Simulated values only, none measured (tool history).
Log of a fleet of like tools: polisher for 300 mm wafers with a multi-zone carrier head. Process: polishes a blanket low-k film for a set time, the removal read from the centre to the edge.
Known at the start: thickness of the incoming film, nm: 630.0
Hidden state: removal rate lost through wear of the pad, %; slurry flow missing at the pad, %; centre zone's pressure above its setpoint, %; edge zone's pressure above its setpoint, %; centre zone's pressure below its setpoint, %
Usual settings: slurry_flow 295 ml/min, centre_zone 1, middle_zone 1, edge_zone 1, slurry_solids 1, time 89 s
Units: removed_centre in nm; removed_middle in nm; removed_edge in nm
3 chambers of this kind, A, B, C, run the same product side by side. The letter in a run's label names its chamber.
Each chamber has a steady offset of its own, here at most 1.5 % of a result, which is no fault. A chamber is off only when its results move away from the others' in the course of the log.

run	hour	slurry_flow	centre_zone	middle_zone	edge_zone	slurry_solids	time	wafers polished on this pad	hours since the slurry nozzle was cleaned	hours since the centre zone pressure was calibrated	hours since the edge zone pressure was calibrated	removed_centre	removed_middle	removed_edge
# hour 9.5: chamber C: worn pad replaced by a new one
1C	11.2	295	1	1	1	1	89	18	23.8	1049.3	1026.2	21.549	21.455	21.294
# hour 14.9: chamber C: edge zone pressure recalibrated
# hour 15.4: chamber B: slurry nozzle cleaned
2B	26.9	295	1	1	1	1	89	953	11.6	258.7	1244.8	21.376	21.27	20.912
3A	36.3	295	1	1	1	1	89	1133	356.2	193.1	43.6	20.603	20.987	21.006
4B	46.2	295	1	1	1	1	89	1162	30.9	278	1264.1	21.226	20.842	21.406
# hour 46.3: chamber A: worn pad replaced by a new one
5C	57.7	295	1	0.94	1	1	89	521	70.3	1095.8	42.9	21.155	20.034	21.148
6A	65.6	295	1	0.94	1	1	89	209	385.5	222.4	72.9	20.875	19.708	21.194
# hour 73.9: chamber B: worn pad replaced by a new one
7C	76.8	295	1	0.94	1	1	89	728	89.4	1114.9	62	21.605	20.012	20.851
8B	85.4	295	1	1	1	1	89	124	70.1	317.2	1303.3	21.049	21.016	21.05
9A	93.1	295	1	1	1.07	1	89	506	413	249.9	100.4	20.888	21.081	22.36
10C	108	295	1	1	1.07	1	89	1066	120.6	1146.1	93.2	21.098	21.406	21.711
# hour 118.8: chamber C: worn pad replaced by a new one
11B	119.4	295	1	1	1.07	1	89	492	104.1	351.2	1337.3	21.338	20.973	21.73
12A	131.4	295	1.05	1	1	1	108	921	451.3	288.2	138.7	26.629	25.55	25.753
13A	142.9	295	1.05	1	1	1	108	1045	462.8	299.7	150.2	26.313	25.276	25.387
14B	157.9	295	1.05	1	1	1	108	908	142.6	389.7	1375.8	27.45	25.493	25.632
# hour 160: chamber A: worn pad replaced by a new one
15C	166.9	295	1	1	1	1	89	521	179.5	1205	152.1	21.289	21.169	20.975
16A	179.6	295	1	1	1	1	89	213	499.5	336.4	186.9	20.733	20.971	20.982
# hour 181: chamber A: centre zone pressure recalibrated
17B	194.9	295	1	1	1	1	89	1309	179.6	426.7	1412.8	20.952	20.981	21.294
18C	204.5	295	1	1	1	0.75	80	928	217.1	1242.6	189.7	16.311	16.535	16.461
# hour 205.7: chamber B: worn pad replaced by a new one
# hour 213.2: chamber C: worn pad replaced by a new one
19A	218.5	295	1	1	1	0.75	80	634	538.4	37.6	225.8	16.193	16.279	16.586
20B	226.2	295	1	1	1	0.75	80	222	210.9	458	1444.1	16.596	16.426	16.21
21C	236.9	295	1	1	1	1	89	257	249.5	1275	222.1	21.323	21.065	20.593
22B	247.4	295	1	1	1	1	89	451	232.1	479.2	1465.3	21.04	21.223	21.01
# hour 254.8: chamber C: centre zone pressure recalibrated
23C	260.7	295	1	1	1	1	89	514	273.3	6	245.9	21.267	21.096	21.055
24A	268.1	295	1	1	1	1	89	1170	588	87.2	275.4	20.605	21.223	21.046
25A	283.5	295	1	1	1	1	89	1337	603.4	102.6	290.8	20.715	21.127	21.052
# hour 284.2: chamber A: worn pad replaced by a new one
# hour 286.4: chamber B: slurry nozzle cleaned
26C	292	295	1	1	1	1	89	853	304.6	37.3	277.2	21.262	21.397	20.672
# hour 303.9: chamber C: worn pad replaced by a new one
27B	303.9	295	1	1	1	1	89	1063	17.6	535.7	1521.8	21.314	21.334	20.598
28A	319.4	295	1	1	1	1	89	381	639.3	138.5	326.7	21.288	20.897	21.315
29C	333.6	295	1	1	1	1	89	322	346.2	78.9	318.8	20.734	21.199	21.101
# hour 344.7: chamber B: worn pad replaced by a new one
30B	346.3	295	1	1	1	1	89	17	60	578.1	1564.2	20.894	21.096	20.693
# hour 347.4: chamber B: edge zone pressure recalibrated
# hour 351.9: chamber A: slurry nozzle cleaned
31C	360.9	295	0.94	1	1	1	89	617	373.5	106.2	346.1	19.422	21.25	20.924
32A	374.2	295	0.94	1	1	1	89	973	22.3	193.3	381.5	19.382	21.047	21.376
33B	381.6	295	0.94	1	1	1	89	399	95.3	613.4	34.2	20.063	20.812	21.191
# hour 393.2: chamber C: worn pad replaced by a new one
34C	397.1	295	1	1	1	1	89	43	409.7	142.4	382.3	21.066	21.148	20.954

Next, every chamber runs the same settings. What will each give?
35A	408.6	295	1	1.04	1	1	89					?	?	?
35B	408.6	295	1	1.04	1	1	89					?	?	?
35C	408.6	295	1	1.04	1	1	89					?	?	?

run	removed_centre	removed_middle	removed_edge
35A	21.125	21.778	20.401
35B	20.868	21.656	20.831
35C	20.988	22.326	20.774
